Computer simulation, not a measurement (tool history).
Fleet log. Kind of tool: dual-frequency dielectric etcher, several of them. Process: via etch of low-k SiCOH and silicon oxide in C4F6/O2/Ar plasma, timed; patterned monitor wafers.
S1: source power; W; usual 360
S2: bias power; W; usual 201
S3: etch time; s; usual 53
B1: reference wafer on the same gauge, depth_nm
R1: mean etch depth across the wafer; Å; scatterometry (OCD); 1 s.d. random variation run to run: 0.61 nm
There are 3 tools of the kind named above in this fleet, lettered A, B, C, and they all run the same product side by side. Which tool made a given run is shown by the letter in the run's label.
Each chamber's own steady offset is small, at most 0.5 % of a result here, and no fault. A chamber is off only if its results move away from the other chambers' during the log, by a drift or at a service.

run	hour	S1	S2	S3	B1	R1
1C	5.4	360	201	53	142.08	1243.1
2A	12.3	360	201	53	141.87	1250.9
3B	17.9	360	201	53	141.99	1242.6
4C	23.6	360	201	53	142.01	1257.9
5A	28.2	360	201	53	142.06	1249.2
6B	33.2	360	201	53	142.07	1250.2
7C	37.8	360	201	53	142.03	1247.9
8A	43.9	360	201	53	141.91	1253.9
9B	50.6	360	201	60.5	141.97	1421.5
10C	53.9	360	201	60.5	142.06	1429.9
11B	60	360	201	60.5	141.99	1409.8
12A	65.8	360	201	53	142.2	1248.6
# hour 71.6: chamber B: wet clean of the chamber
13A	71.7	360	201	53	142.19	1259.7
14C	76.8	360	201	53	141.97	1250
15B	81.7	360	201	53	142.22	1249.6
16A	88.7	360	201	53	142.04	1261.7
17C	95.4	360	201	53	142.13	1234.2
18B	100.2	360	201	53	141.95	1250.1
# hour 104.2: chamber A: wet clean of the chamber
19C	104.8	360	201	53	141.93	1246.6
20A	108.7	360	201	53	142.24	1190.2
21B	113.1	360	201	53	141.99	1243.1
22B	120.6	360	201	53	141.91	1246.2
23C	126.3	360	201	53	141.89	1243.9
24A	132.9	360	201	53	142.13	1185.4
25A	136.5	360	201	53	142.12	1177.3
26B	143.2	360	201	53	141.86	1243
27C	148.3	400	201	42	141.89	1027.2
28B	154.6	400	201	42	141.98	1023.1
29C	158	400	201	42	142.01	1025
30A	163.4	360	201	53	142.02	1177.1
31B	168.1	360	201	53	141.97	1247.1
32C	173.3	360	201	53	142.01	1252.4
33A	179.4	360	201	53	141.86	1191.5
34B	186.5	360	201	53	141.94	1242.5
35C	190.6	360	201	53	141.99	1251.3
36A	195.9	360	201	53	142.06	1178.2
37B	200.4	290	201	45.5	141.88	987.62
38A	207.7	290	201	45.5	141.78	938.21
39C	211.6	290	201	45.5	141.9	990.57
40A	218.5	360	201	53	142.15	1181.6

Is one chamber out of step, is the gauge drifting, or do the chambers differ by no more than their own small offsets? For an off chamber, give its letter and the likeliest cause.

Chamber A has stood off from the others ever since a service on it.
What lies behind it: etch rate under this chamber's usual, % = 5.05.

Below are 4 candidate recipes for chamber A's next run, each the usual settings with a change, their results shown as question marks. Which of them brings A's results back in line with what the other chambers give on the usual settings?
In line here means within this much of the mean the other chambers give on the usual settings: R1 21 Å
41A-1	223.9	360	203	55.5		?
41A-2	223.9	360	202	54		?
41A-3	223.9	360	199	51		?
41A-4	223.9	360	200	52		?

Mean of the other chambers on the usual settings: R1 1245.8 Å
run	R1
41A-1	1244
41A-2	1208.5
41A-3	1135.8
41A-4	1160
The right change is 41A-1: it brings the chamber back within the allowed miss of the others.
